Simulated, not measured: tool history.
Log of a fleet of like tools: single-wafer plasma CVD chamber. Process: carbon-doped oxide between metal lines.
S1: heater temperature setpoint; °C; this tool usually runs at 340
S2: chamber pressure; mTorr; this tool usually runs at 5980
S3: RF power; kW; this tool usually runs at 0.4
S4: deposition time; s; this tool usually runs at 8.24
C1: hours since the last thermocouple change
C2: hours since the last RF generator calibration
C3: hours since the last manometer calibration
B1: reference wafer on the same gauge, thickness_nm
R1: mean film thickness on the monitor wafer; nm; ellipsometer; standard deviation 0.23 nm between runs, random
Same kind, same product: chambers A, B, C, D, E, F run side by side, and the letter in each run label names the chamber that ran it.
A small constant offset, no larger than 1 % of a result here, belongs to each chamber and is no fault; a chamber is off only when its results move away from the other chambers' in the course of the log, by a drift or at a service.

{"run": "1F", "hour": 6.7, "S1": 340, "S2": 5980, "S3": 0.4, "S4": 8.24, "C1": 905, "C2": 2086.4, "C3": 1123.9, "B1": 46.324, "R1": 38.755}
{"run": "2E", "hour": 19.2, "S1": 340, "S2": 5980, "S3": 0.4, "S4": 8.24, "C1": 1180.1, "C2": 437.5, "C3": 1034.1, "B1": 46.256, "R1": 38.43}
{"run": "3D", "hour": 27.8, "S1": 340, "S2": 5980, "S3": 0.4, "S4": 8.24, "C1": 107.7, "C2": 678.6, "C3": 2051.2, "B1": 46.303, "R1": 39.147}
{"run": "4B", "hour": 36.6, "S1": 340, "S2": 5980, "S3": 0.4, "S4": 8.24, "C1": 1029.8, "C2": 875.9, "C3": 1143.5, "B1": 46.299, "R1": 38.965}
{"hour": 36.9, "done": "chamber D: capacitance manometer re-zeroed and calibrated"}
{"run": "5A", "hour": 46.8, "S1": 340, "S2": 5980, "S3": 0.4, "S4": 8.24, "C1": 2329, "C2": 600.9, "C3": 1203.7, "B1": 46.322, "R1": 38.852}
{"run": "6C", "hour": 54.4, "S1": 340, "S2": 5980, "S3": 0.4, "S4": 8.24, "C1": 1714.4, "C2": 920.1, "C3": 1648.5, "B1": 46.286, "R1": 39.259}
{"run": "7D", "hour": 60.7, "S1": 340, "S2": 5980, "S3": 0.4, "S4": 8.24, "C1": 140.6, "C2": 711.5, "C3": 23.8, "B1": 46.333, "R1": 39.22}
{"run": "8F", "hour": 68.6, "S1": 340, "S2": 5980, "S3": 0.4, "S4": 8.24, "C1": 966.9, "C2": 2148.3, "C3": 1185.8, "B1": 46.318, "R1": 38.966}
{"hour": 72.6, "done": "chamber A: thermocouple changed; heater temperature recalibrated"}
{"run": "9B", "hour": 76.5, "S1": 340, "S2": 5980, "S3": 0.46, "S4": 8.24, "C1": 1069.7, "C2": 915.8, "C3": 1183.4, "B1": 46.308, "R1": 43.309}
{"hour": 87.0, "done": "chamber F: RF generator calibrated"}
{"run": "10C", "hour": 89.1, "S1": 340, "S2": 5980, "S3": 0.46, "S4": 8.24, "C1": 1749.1, "C2": 954.8, "C3": 1683.2, "B1": 46.302, "R1": 43.127}
{"run": "11E", "hour": 100.7, "S1": 340, "S2": 5980, "S3": 0.46, "S4": 8.24, "C1": 1261.6, "C2": 519, "C3": 1115.6, "B1": 46.258, "R1": 42.779}
{"run": "12A", "hour": 112.2, "S1": 340, "S2": 5980, "S3": 0.46, "S4": 8.24, "C1": 39.6, "C2": 666.3, "C3": 1269.1, "B1": 46.314, "R1": 43.475}
{"run": "13E", "hour": 120.0, "S1": 340, "S2": 5980, "S3": 0.46, "S4": 8.24, "C1": 1280.9, "C2": 538.3, "C3": 1134.9, "B1": 46.289, "R1": 42.708}
{"run": "14F", "hour": 128.9, "S1": 340, "S2": 5980, "S3": 0.46, "S4": 8.24, "C1": 1027.2, "C2": 42, "C3": 1246.1, "B1": 46.351, "R1": 43.216}
{"run": "15C", "hour": 141.7, "S1": 340, "S2": 5980, "S3": 0.4, "S4": 8.24, "C1": 1801.7, "C2": 1007.4, "C3": 1735.8, "B1": 46.294, "R1": 38.763}
{"run": "16D", "hour": 148.8, "S1": 340, "S2": 5980, "S3": 0.4, "S4": 8.24, "C1": 228.7, "C2": 799.6, "C3": 111.9, "B1": 46.293, "R1": 38.943}
{"run": "17A", "hour": 157.4, "S1": 340, "S2": 5980, "S3": 0.4, "S4": 8.24, "C1": 84.8, "C2": 711.5, "C3": 1314.3, "B1": 46.302, "R1": 38.81}
{"run": "18B", "hour": 169.2, "S1": 340, "S2": 5980, "S3": 0.4, "S4": 8.24, "C1": 1162.4, "C2": 1008.5, "C3": 1276.1, "B1": 46.285, "R1": 38.908}
{"run": "19B", "hour": 176.3, "S1": 340, "S2": 5980, "S3": 0.4, "S4": 8.24, "C1": 1169.5, "C2": 1015.6, "C3": 1283.2, "B1": 46.284, "R1": 38.869}
{"run": "20C", "hour": 189.0, "S1": 340, "S2": 5980, "S3": 0.4, "S4": 8.24, "C1": 1849, "C2": 1054.7, "C3": 1783.1, "B1": 46.265, "R1": 38.457}
{"run": "21E", "hour": 197.3, "S1": 340, "S2": 5980, "S3": 0.4, "S4": 8.24, "C1": 1358.2, "C2": 615.6, "C3": 1212.2, "B1": 46.237, "R1": 38.547}
{"hour": 204.2, "done": "chamber E: capacitance manometer re-zeroed and calibrated"}
{"run": "22F", "hour": 207.3, "S1": 340, "S2": 5980, "S3": 0.4, "S4": 8.24, "C1": 1105.6, "C2": 120.4, "C3": 1324.5, "B1": 46.406, "R1": 38.688}
{"run": "23D", "hour": 218.6, "S1": 340, "S2": 5980, "S3": 0.4, "S4": 8.24, "C1": 298.5, "C2": 869.4, "C3": 181.7, "B1": 46.364, "R1": 39.304}
{"run": "24A", "hour": 228.4, "S1": 340, "S2": 5980, "S3": 0.4, "S4": 8.24, "C1": 155.8, "C2": 782.5, "C3": 1385.3, "B1": 46.341, "R1": 38.977}
{"run": "25E", "hour": 235.4, "S1": 340, "S2": 5980, "S3": 0.4, "S4": 8.24, "C1": 1396.3, "C2": 653.7, "C3": 31.2, "B1": 46.25, "R1": 38.294}
{"run": "26A", "hour": 242.2, "S1": 340, "S2": 5980, "S3": 0.4, "S4": 8.24, "C1": 169.6, "C2": 796.3, "C3": 1399.1, "B1": 46.338, "R1": 39.126}
{"run": "27D", "hour": 253.4, "S1": 340, "S2": 5980, "S3": 0.4, "S4": 8.24, "C1": 333.3, "C2": 904.2, "C3": 216.5, "B1": 46.277, "R1": 38.736}
{"run": "28C", "hour": 262.2, "S1": 340, "S2": 5980, "S3": 0.4, "S4": 8.24, "C1": 1922.2, "C2": 1127.9, "C3": 1856.3, "B1": 46.263, "R1": 39.052}
{"run": "29F", "hour": 268.4, "S1": 340, "S2": 5980, "S3": 0.4, "S4": 8.24, "C1": 1166.7, "C2": 181.5, "C3": 1385.6, "B1": 46.366, "R1": 39.366}
{"run": "30B", "hour": 276.3, "S1": 340, "S2": 5980, "S3": 0.4, "S4": 8.24, "C1": 1269.5, "C2": 1115.6, "C3": 1383.2, "B1": 46.342, "R1": 38.713}
{"run": "31A", "hour": 284.7, "S1": 340, "S2": 5980, "S3": 0.4, "S4": 8.24, "C1": 212.1, "C2": 838.8, "C3": 1441.6, "B1": 46.306, "R1": 38.655}
{"run": "32E", "hour": 295.8, "S1": 340, "S2": 5980, "S3": 0.4, "S4": 8.24, "C1": 1456.7, "C2": 714.1, "C3": 91.6, "B1": 46.227, "R1": 38.74}
{"hour": 296.2, "done": "chamber C: thermocouple changed; heater temperature recalibrated"}
{"run": "33B", "hour": 305.6, "S1": 340, "S2": 5980, "S3": 0.4, "S4": 8.24, "C1": 1298.8, "C2": 1144.9, "C3": 1412.5, "B1": 46.309, "R1": 38.941}
{"run": "34C", "hour": 314.9, "S1": 340, "S2": 5980, "S3": 0.4, "S4": 8.24, "C1": 18.7, "C2": 1180.6, "C3": 1909, "B1": 46.339, "R1": 38.614}
{"run": "35D", "hour": 325.7, "S1": 340, "S2": 5980, "S3": 0.4, "S4": 8.24, "C1": 405.6, "C2": 976.5, "C3": 288.8, "B1": 46.356, "R1": 38.649}
{"run": "36F", "hour": 331.7, "S1": 340, "S2": 5980, "S3": 0.4, "S4": 8.24, "C1": 1230, "C2": 244.8, "C3": 1448.9, "B1": 46.263, "R1": 38.877}
{"run": "37F", "hour": 343.8, "S1": 340, "S2": 5980, "S3": 0.4, "S4": 8.24, "C1": 1242.1, "C2": 256.9, "C3": 1461, "B1": 46.3, "R1": 38.885}
{"run": "38B", "hour": 352.1, "S1": 340, "S2": 5980, "S3": 0.4, "S4": 8.24, "C1": 1345.3, "C2": 1191.4, "C3": 1459, "B1": 46.306, "R1": 38.85}
{"hour": 357.8, "done": "chamber D: RF generator calibrated"}
{"run": "39D", "hour": 364.0, "S1": 340, "S2": 5980, "S3": 0.4, "S4": 8.24, "C1": 443.9, "C2": 6.2, "C3": 327.1, "B1": 46.322, "R1": 38.861}

Which is it: a chamber that has drifted or been left off by a service, a gauge drift common to all chambers, or only each chamber's usual small offset? If a chamber is off, name it and its likeliest cause.

Neither any chamber nor the gauge drifts; the chambers differ only by their own small, steady offsets.
